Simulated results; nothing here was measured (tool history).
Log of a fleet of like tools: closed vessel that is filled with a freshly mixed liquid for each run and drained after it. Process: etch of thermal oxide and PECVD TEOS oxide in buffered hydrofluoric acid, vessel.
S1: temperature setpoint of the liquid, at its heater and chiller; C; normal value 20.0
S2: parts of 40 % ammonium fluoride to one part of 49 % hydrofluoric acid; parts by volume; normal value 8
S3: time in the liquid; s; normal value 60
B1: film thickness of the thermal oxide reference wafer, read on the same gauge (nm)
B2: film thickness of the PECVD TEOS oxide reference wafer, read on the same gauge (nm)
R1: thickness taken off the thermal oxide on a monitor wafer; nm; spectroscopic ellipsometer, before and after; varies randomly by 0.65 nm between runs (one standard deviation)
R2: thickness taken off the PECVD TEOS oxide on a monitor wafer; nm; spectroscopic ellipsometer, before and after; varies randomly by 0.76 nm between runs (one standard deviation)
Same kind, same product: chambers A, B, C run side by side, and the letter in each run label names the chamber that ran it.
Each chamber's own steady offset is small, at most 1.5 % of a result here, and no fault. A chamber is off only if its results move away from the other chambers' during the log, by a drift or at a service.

run   hour    S1  S2  S3      B1      B2       R1       R2
 1B    6.9  20.0   8  60  50.013  90.013   68.368  121.540
 2A   11.4  20.0   8  60  49.971  90.003   69.038  119.430
 3C   20.8  20.0   8  60  50.004  90.000   68.262  122.320
 4A   29.8  20.0   8  60  49.985  89.988   68.636  120.430
 5B   38.2  20.0   8  60  50.000  90.003   68.198  122.680
 6C   46.1  20.0   8  60  49.988  89.987   69.543  122.670
 7B   54.4  20.0   8  60  50.002  89.986   68.608  124.180
 8C   60.2  20.0   8  60  50.019  89.997   69.406  122.540
 9A   69.2  20.0   8  60  50.014  90.015   68.624  120.480
10C   78.2  20.0   8  60  49.979  89.992   69.181  121.170
11B   83.9  20.0   8  60  49.997  90.008   67.447  121.710
12A   91.3  20.0   8  60  50.003  89.988   68.317  118.090
13C  101.0  17.0   8  95  50.019  90.015   91.710  163.550
14B  107.6  17.0   8  95  50.004  89.994   91.475  163.710
15A  117.0  17.0   8  95  49.991  90.003   93.474  160.320
16B  121.6  20.0   8  60  50.001  89.973   67.781  122.460
17A  130.0  20.0   8  60  49.995  90.011   68.822  119.460
18C  135.8  20.0   8  60  49.983  90.006   68.808  122.520
19B  140.2  22.5   8  80  49.990  89.993  103.980  187.960
20A  146.0  22.5   8  80  49.979  90.014  103.170  183.250
21C  154.5  22.5   8  80  49.996  90.017  104.820  186.600
22B  159.1  20.0   8  60  49.971  90.010   68.517  122.560
23C  167.7  20.0   6  85  50.019  89.986  130.070  227.900
24A  172.4  20.0   6  85  49.986  90.003  128.740  224.140
25C  179.0  20.0   6  85  50.009  90.010  128.850  230.820
26B  188.4  20.0   8  30  49.988  90.000   33.624   61.591
27A  193.9  20.0   8  30  49.992  89.964   34.271   60.055
28B  202.6  20.0   8  30  50.007  90.015   33.742   61.647
29C  210.4  20.0   8  60  50.000  89.993   69.208  123.070
30A  219.1  20.0   8  60  49.998  90.021   66.824  121.120
31B  228.3  20.0   8  60  49.989  90.014   68.396  122.670

Each of the 3 chambers runs these same settings next. Fill in every chamber's results:
32A  235.6  20.0   8  60           ?   ?
32B  235.6  20.0   8  60           ?   ?
32C  235.6  20.0   8  60           ?   ?

run      R1       R2
32A  67.740  120.080
32B  69.637  122.020
32C  68.697  121.540
